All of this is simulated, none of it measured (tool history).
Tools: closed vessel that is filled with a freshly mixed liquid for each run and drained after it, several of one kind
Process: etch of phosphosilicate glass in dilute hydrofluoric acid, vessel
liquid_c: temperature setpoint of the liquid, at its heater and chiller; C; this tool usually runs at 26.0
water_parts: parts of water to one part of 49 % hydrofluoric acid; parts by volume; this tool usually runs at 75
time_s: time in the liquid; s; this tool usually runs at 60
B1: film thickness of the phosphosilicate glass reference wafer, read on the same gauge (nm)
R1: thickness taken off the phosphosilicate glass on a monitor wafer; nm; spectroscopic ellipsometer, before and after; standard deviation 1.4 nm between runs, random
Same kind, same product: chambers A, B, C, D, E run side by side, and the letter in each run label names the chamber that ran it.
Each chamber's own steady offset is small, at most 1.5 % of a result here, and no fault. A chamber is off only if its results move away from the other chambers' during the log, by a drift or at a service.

Run 1B, hour 8.4: usual settings; B1 89.991. Result: R1 182.740 nm.
Run 2C, hour 15.5: usual settings; B1 90.019. Result: R1 175.800 nm.
Run 3A, hour 23.5: usual settings; B1 90.041. Result: R1 179.940 nm.
Run 4E, hour 31.1: usual settings; B1 89.974. Result: R1 181.300 nm.
At hour 38.9: chamber A: thermometer replaced.
Run 5D, hour 39.5: usual settings; B1 89.961. Result: R1 179.900 nm.
Run 6C, hour 45.9: usual settings; B1 89.947. Result: R1 179.820 nm.
At hour 51.2: chamber E: thermometer replaced.
Run 7A, hour 54.3: usual settings but time_s 35 s; B1 90.007. Result: R1 104.010 nm.
Run 8D, hour 58.9: usual settings but time_s 35 s; B1 89.934. Result: R1 104.950 nm.
Run 9B, hour 66.3: usual settings but time_s 35 s; B1 89.922. Result: R1 105.980 nm.
Run 10E, hour 72.7: usual settings but time_s 35 s; B1 89.986. Result: R1 105.430 nm.
Run 11E, hour 77.7: usual settings but time_s 35 s; B1 90.027. Result: R1 106.030 nm.
Run 12B, hour 82.7: usual settings but water_parts 115 parts by volume, time_s 35 s; B1 90.007. Result: R1 64.397 nm.
Run 13D, hour 91.2: usual settings but water_parts 115 parts by volume, time_s 35 s; B1 89.988. Result: R1 65.044 nm.
Run 14A, hour 95.6: usual settings but water_parts 115 parts by volume, time_s 35 s; B1 89.974. Result: R1 64.300 nm.
Run 15C, hour 100.8: usual settings but water_parts 115 parts by volume, time_s 35 s; B1 89.970. Result: R1 63.808 nm.
Run 16C, hour 105.0: usual settings but water_parts 115 parts by volume, time_s 35 s; B1 90.036. Result: R1 62.793 nm.
Run 17A, hour 109.6: usual settings but water_parts 40 parts by volume, time_s 45 s; B1 89.977. Result: R1 263.160 nm.
Run 18E, hour 114.4: usual settings but water_parts 40 parts by volume, time_s 45 s; B1 89.999. Result: R1 269.800 nm.
Run 19B, hour 121.7: usual settings but water_parts 40 parts by volume, time_s 45 s; B1 89.967. Result: R1 267.690 nm.
Run 20D, hour 125.8: usual settings but water_parts 40 parts by volume, time_s 45 s; B1 90.040. Result: R1 269.110 nm.
Run 21D, hour 131.4: usual settings but water_parts 40 parts by volume, time_s 45 s; B1 90.000. Result: R1 268.060 nm.
Run 22E, hour 139.6: usual settings; B1 90.049. Result: R1 178.180 nm.
Run 23C, hour 146.1: usual settings; B1 90.000. Result: R1 178.670 nm.
Run 24A, hour 152.7: usual settings but liquid_c 29.5 C, water_parts 60 parts by volume; B1 89.999. Result: R1 264.560 nm.
Run 25B, hour 159.9: usual settings but liquid_c 29.5 C, water_parts 60 parts by volume; B1 89.972. Result: R1 264.690 nm.
Run 26B, hour 166.0: usual settings but liquid_c 29.5 C, water_parts 60 parts by volume; B1 89.965. Result: R1 260.280 nm.
Run 27A, hour 171.1: usual settings but liquid_c 29.5 C, water_parts 60 parts by volume; B1 90.021. Result: R1 257.360 nm.
Run 28D, hour 179.7: usual settings but liquid_c 29.5 C, water_parts 60 parts by volume; B1 89.980. Result: R1 264.620 nm.
Run 29C, hour 186.9: usual settings; B1 89.993. Result: R1 175.710 nm.
Run 30E, hour 190.8: usual settings; B1 89.928. Result: R1 178.970 nm.
At hour 196.6: chamber E: hydrofluoric acid flow meter replaced.
Run 31D, hour 199.2: usual settings; B1 89.954. Result: R1 181.510 nm.
Run 32C, hour 206.3: usual settings; B1 89.997. Result: R1 180.330 nm.
Run 33A, hour 213.1: usual settings; B1 90.065. Result: R1 179.580 nm.
At hour 219.6: chamber B: hydrofluoric acid flow meter replaced.
Run 34B, hour 221.6: usual settings but time_s 80 s; B1 89.978. Result: R1 239.320 nm.
Run 35E, hour 229.0: usual settings but time_s 80 s; B1 89.968. Result: R1 239.260 nm.
Run 36C, hour 236.3: usual settings but time_s 80 s; B1 90.042. Result: R1 236.180 nm.
Run 37B, hour 244.2: usual settings but time_s 80 s; B1 90.056. Result: R1 241.260 nm.
Run 38D, hour 248.5: usual settings but time_s 80 s; B1 90.016. Result: R1 241.720 nm.
Run 39A, hour 254.9: usual settings but liquid_c 27.5 C, time_s 30 s; B1 89.969. Result: R1 94.497 nm.
Run 40E, hour 259.1: usual settings but liquid_c 27.5 C, time_s 30 s; B1 90.022. Result: R1 95.549 nm.
Run 41D, hour 266.1: usual settings but liquid_c 27.5 C, time_s 30 s; B1 89.995. Result: R1 95.442 nm.
Run 42E, hour 272.9: usual settings but liquid_c 27.5 C, time_s 30 s; B1 89.958. Result: R1 96.341 nm.

Is one chamber off against the others, does the gauge drift, or is nothing wrong? If a chamber is off, say which, and what the likeliest cause is.

No chamber stands off beyond its own small offset, and the gauge holds steady.

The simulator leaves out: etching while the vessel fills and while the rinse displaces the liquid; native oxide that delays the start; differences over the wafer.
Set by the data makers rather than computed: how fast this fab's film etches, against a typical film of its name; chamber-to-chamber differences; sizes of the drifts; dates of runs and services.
